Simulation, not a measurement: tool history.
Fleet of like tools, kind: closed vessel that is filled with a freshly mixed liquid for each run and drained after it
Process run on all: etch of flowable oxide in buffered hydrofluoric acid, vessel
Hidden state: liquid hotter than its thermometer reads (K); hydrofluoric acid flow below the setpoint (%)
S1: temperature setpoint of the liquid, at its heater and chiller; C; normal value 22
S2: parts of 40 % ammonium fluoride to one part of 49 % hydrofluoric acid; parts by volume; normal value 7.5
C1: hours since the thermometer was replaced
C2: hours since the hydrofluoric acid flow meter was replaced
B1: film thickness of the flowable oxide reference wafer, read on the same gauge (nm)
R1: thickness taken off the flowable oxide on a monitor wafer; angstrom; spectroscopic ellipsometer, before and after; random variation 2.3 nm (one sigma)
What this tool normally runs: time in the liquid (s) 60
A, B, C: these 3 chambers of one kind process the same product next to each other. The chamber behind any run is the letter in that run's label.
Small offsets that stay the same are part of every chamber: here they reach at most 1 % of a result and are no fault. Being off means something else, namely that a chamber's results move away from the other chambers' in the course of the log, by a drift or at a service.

{"run": "1C", "hour": 3.7, "S1": 22, "S2": 7.5, "time in the liquid (s)": 60, "C1": 1144.4, "C2": 330.9, "B1": 80.006, "R1": 2421.5}
{"run": "2A", "hour": 7.9, "S1": 22, "S2": 7.5, "time in the liquid (s)": 60, "C1": 658.3, "C2": 1653.1, "B1": 80.014, "R1": 2399.2}
{"run": "3B", "hour": 12.1, "S1": 22, "S2": 7.5, "time in the liquid (s)": 60, "C1": 1700.5, "C2": 900.9, "B1": 79.954, "R1": 2392.5}
{"run": "4A", "hour": 16.0, "S1": 22, "S2": 7.5, "time in the liquid (s)": 60, "C1": 666.4, "C2": 1661.2, "B1": 79.986, "R1": 2350}
{"run": "5C", "hour": 20.2, "S1": 22, "S2": 5, "time in the liquid (s)": 60, "C1": 1160.9, "C2": 347.4, "B1": 80, "R1": 3498.8}
{"run": "6B", "hour": 24.0, "S1": 22, "S2": 5, "time in the liquid (s)": 60, "C1": 1712.4, "C2": 912.8, "B1": 80.026, "R1": 3445.9}
{"run": "7B", "hour": 26.5, "S1": 22, "S2": 5, "time in the liquid (s)": 60, "C1": 1714.9, "C2": 915.3, "B1": 79.991, "R1": 3431.3}
{"run": "8C", "hour": 28.9, "S1": 22, "S2": 7.5, "time in the liquid (s)": 60, "C1": 1169.6, "C2": 356.1, "B1": 80.033, "R1": 2320.7}
{"run": "9A", "hour": 33.8, "S1": 25, "S2": 7.5, "time in the liquid (s)": 60, "C1": 684.2, "C2": 1679, "B1": 80.002, "R1": 2842.2}
{"run": "10A", "hour": 38.9, "S1": 25, "S2": 7.5, "time in the liquid (s)": 60, "C1": 689.3, "C2": 1684.1, "B1": 80.017, "R1": 2840.4}
{"run": "11C", "hour": 43.8, "S1": 25, "S2": 7.5, "time in the liquid (s)": 60, "C1": 1184.5, "C2": 371, "B1": 80.031, "R1": 2749.9}
{"run": "12B", "hour": 49.0, "S1": 22, "S2": 7.5, "time in the liquid (s)": 60, "C1": 1737.4, "C2": 937.8, "B1": 80.01, "R1": 2382.3}
{"run": "13C", "hour": 52.6, "S1": 22, "S2": 7.5, "time in the liquid (s)": 60, "C1": 1193.3, "C2": 379.8, "B1": 79.963, "R1": 2287.1}
{"run": "14B", "hour": 56.1, "S1": 22, "S2": 7.5, "time in the liquid (s)": 60, "C1": 1744.5, "C2": 944.9, "B1": 79.986, "R1": 2414.3}
{"run": "15A", "hour": 60.5, "S1": 22, "S2": 7.5, "time in the liquid (s)": 60, "C1": 710.9, "C2": 1705.7, "B1": 79.998, "R1": 2382.1}
{"run": "16C", "hour": 64.0, "S1": 19, "S2": 8.5, "time in the liquid (s)": 60, "C1": 1204.7, "C2": 391.2, "B1": 79.992, "R1": 1697.5}
{"run": "17A", "hour": 66.5, "S1": 19, "S2": 8.5, "time in the liquid (s)": 60, "C1": 716.9, "C2": 1711.7, "B1": 79.973, "R1": 1742.8}
{"run": "18B", "hour": 72.1, "S1": 19, "S2": 8.5, "time in the liquid (s)": 60, "C1": 1760.5, "C2": 960.9, "B1": 80.016, "R1": 1736.5}
{"run": "19C", "hour": 77.6, "S1": 22, "S2": 7.5, "time in the liquid (s)": 60, "C1": 1218.3, "C2": 404.8, "B1": 79.989, "R1": 2308.1}
{"run": "20B", "hour": 80.8, "S1": 22, "S2": 7.5, "time in the liquid (s)": 60, "C1": 1769.2, "C2": 969.6, "B1": 79.969, "R1": 2438.6}
{"run": "21A", "hour": 83.9, "S1": 22, "S2": 7.5, "time in the liquid (s)": 60, "C1": 734.3, "C2": 1729.1, "B1": 80.032, "R1": 2357.1}
{"run": "22C", "hour": 88.6, "S1": 22, "S2": 7.5, "time in the liquid (s)": 60, "C1": 1229.3, "C2": 415.8, "B1": 80.016, "R1": 2260.6}

Predict what each chamber gives when all 3 of them run the settings below next.
{"run": "23A", "hour": 92.6, "S1": 22, "S2": 7.5, "time in the liquid (s)": 60, "R1": "?"}
{"run": "23B", "hour": 92.6, "S1": 22, "S2": 7.5, "time in the liquid (s)": 60, "R1": "?"}
{"run": "23C", "hour": 92.6, "S1": 22, "S2": 7.5, "time in the liquid (s)": 60, "R1": "?"}

run=23A R1=2381.4
run=23B R1=2421.5
run=23C R1=2273.8
